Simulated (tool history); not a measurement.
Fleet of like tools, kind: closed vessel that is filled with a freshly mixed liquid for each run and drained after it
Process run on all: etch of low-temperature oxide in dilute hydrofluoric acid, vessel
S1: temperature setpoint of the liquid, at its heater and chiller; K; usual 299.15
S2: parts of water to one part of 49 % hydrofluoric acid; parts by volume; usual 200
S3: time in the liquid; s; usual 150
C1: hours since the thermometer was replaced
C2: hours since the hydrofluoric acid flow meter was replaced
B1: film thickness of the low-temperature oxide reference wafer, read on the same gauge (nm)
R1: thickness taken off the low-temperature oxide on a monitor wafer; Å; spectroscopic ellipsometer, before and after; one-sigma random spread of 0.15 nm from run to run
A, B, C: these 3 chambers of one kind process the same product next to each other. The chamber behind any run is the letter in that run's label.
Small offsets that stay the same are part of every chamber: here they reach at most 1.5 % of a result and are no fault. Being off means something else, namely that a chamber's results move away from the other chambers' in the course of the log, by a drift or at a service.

{"run": "1C", "day": 0.562, "S1": 299.15, "S2": 200, "S3": 150, "C1": 358.4, "C2": 995.2, "B1": 120.01, "R1": 152.36}
{"run": "2B", "day": 0.958, "S1": 299.15, "S2": 200, "S3": 150, "C1": 209.1, "C2": 75.7, "B1": 119.98, "R1": 154.21}
{"run": "3A", "day": 1.246, "S1": 299.15, "S2": 200, "S3": 150, "C1": 109.5, "C2": 1502.9, "B1": 120, "R1": 153.84}
{"run": "4B", "day": 1.762, "S1": 299.15, "S2": 200, "S3": 150, "C1": 228.4, "C2": 95, "B1": 119.99, "R1": 158.02}
{"run": "5A", "day": 2.125, "S1": 299.15, "S2": 200, "S3": 150, "C1": 130.6, "C2": 1524, "B1": 120.02, "R1": 152.08}
{"run": "6C", "day": 2.471, "S1": 301.65, "S2": 115, "S3": 150, "C1": 404.2, "C2": 1041, "B1": 120.01, "R1": 325.85}
{"run": "7A", "day": 2.896, "S1": 301.65, "S2": 115, "S3": 150, "C1": 149.1, "C2": 1542.5, "B1": 120.01, "R1": 334.49}
{"run": "8B", "day": 3.258, "S1": 301.65, "S2": 115, "S3": 150, "C1": 264.3, "C2": 130.9, "B1": 120.01, "R1": 326.42}
{"run": "9C", "day": 3.521, "S1": 299.15, "S2": 200, "S3": 150, "C1": 429.4, "C2": 1066.2, "B1": 119.99, "R1": 151.47}
{"run": "10C", "day": 3.783, "S1": 299.15, "S2": 200, "S3": 150, "C1": 435.7, "C2": 1072.5, "B1": 120.01, "R1": 154.08}
{"run": "11B", "day": 4.246, "S1": 299.15, "S2": 200, "S3": 150, "C1": 288, "C2": 154.6, "B1": 120.02, "R1": 155.63}
{"run": "12A", "day": 4.608, "S1": 299.15, "S2": 200, "S3": 150, "C1": 190.2, "C2": 1583.6, "B1": 119.99, "R1": 155.67}
{"run": "13A", "day": 5.142, "S1": 299.15, "S2": 200, "S3": 150, "C1": 203, "C2": 1596.4, "B1": 120, "R1": 153.07}
{"run": "14B", "day": 5.417, "S1": 299.15, "S2": 200, "S3": 150, "C1": 316.1, "C2": 182.7, "B1": 120, "R1": 154.33}
{"run": "15C", "day": 5.762, "S1": 299.15, "S2": 200, "S3": 150, "C1": 483.2, "C2": 1120, "B1": 119.99, "R1": 152.31}
{"run": "16B", "day": 6.133, "S1": 299.15, "S2": 200, "S3": 150, "C1": 333.3, "C2": 199.9, "B1": 120.01, "R1": 153.03}
{"run": "17A", "day": 6.633, "S1": 299.15, "S2": 295, "S3": 205, "C1": 238.8, "C2": 1632.2, "B1": 120, "R1": 130.38}
{"run": "18C", "day": 7.008, "S1": 299.15, "S2": 295, "S3": 205, "C1": 513.1, "C2": 1149.9, "B1": 119.99, "R1": 130.7}
{"run": "19B", "day": 7.288, "S1": 299.15, "S2": 295, "S3": 205, "C1": 361, "C2": 227.6, "B1": 119.99, "R1": 131.94}
{"run": "20C", "day": 7.775, "S1": 300.65, "S2": 200, "S3": 150, "C1": 531.5, "C2": 1168.3, "B1": 119.99, "R1": 162.96}
{"run": "21A", "day": 8.321, "S1": 300.65, "S2": 200, "S3": 150, "C1": 279.3, "C2": 1672.7, "B1": 120, "R1": 163.43}
{"run": "22C", "day": 8.875, "S1": 300.65, "S2": 200, "S3": 150, "C1": 557.9, "C2": 1194.7, "B1": 119.98, "R1": 163.69}
{"run": "23B", "day": 9.408, "S1": 299.15, "S2": 200, "S3": 150, "C1": 411.9, "C2": 278.5, "B1": 119.99, "R1": 154.89}
{"run": "24A", "day": 9.854, "S1": 299.15, "S2": 125, "S3": 60, "C1": 316.1, "C2": 1709.5, "B1": 120, "R1": 109.16}
{"run": "25C", "day": 10.296, "S1": 299.15, "S2": 125, "S3": 60, "C1": 592, "C2": 1228.8, "B1": 120.01, "R1": 105.07}
{"run": "26A", "day": 10.658, "S1": 299.15, "S2": 125, "S3": 60, "C1": 335.4, "C2": 1728.8, "B1": 120, "R1": 109.25}
{"run": "27B", "day": 11.129, "S1": 303.65, "S2": 200, "S3": 150, "C1": 453.2, "C2": 319.8, "B1": 119.97, "R1": 181.46}
{"run": "28B", "day": 11.608, "S1": 303.65, "S2": 200, "S3": 150, "C1": 464.7, "C2": 331.3, "B1": 120, "R1": 180.39}
{"run": "29A", "day": 12.125, "S1": 303.65, "S2": 200, "S3": 150, "C1": 370.6, "C2": 1764, "B1": 119.98, "R1": 180.19}
{"run": "30C", "day": 12.625, "S1": 299.15, "S2": 200, "S3": 90, "C1": 647.9, "C2": 1284.7, "B1": 120.02, "R1": 91.674}
{"run": "31B", "day": 13.15, "S1": 299.15, "S2": 200, "S3": 90, "C1": 501.7, "C2": 368.3, "B1": 120.01, "R1": 93.133}
{"run": "32A", "day": 13.633, "S1": 299.15, "S2": 200, "S3": 90, "C1": 406.8, "C2": 1800.2, "B1": 119.99, "R1": 91.7}
{"run": "33C", "day": 14.033, "S1": 299.15, "S2": 200, "S3": 150, "C1": 681.7, "C2": 1318.5, "B1": 120, "R1": 153.1}
{"run": "34C", "day": 14.342, "S1": 299.15, "S2": 200, "S3": 150, "C1": 689.1, "C2": 1325.9, "B1": 119.98, "R1": 152.12}

Is one chamber off against the others, does the gauge drift, or is nothing wrong? If a chamber is off, say which, and what the likeliest cause is.

All chambers stay in line apart from their small fixed offsets, and the gauge does not drift.
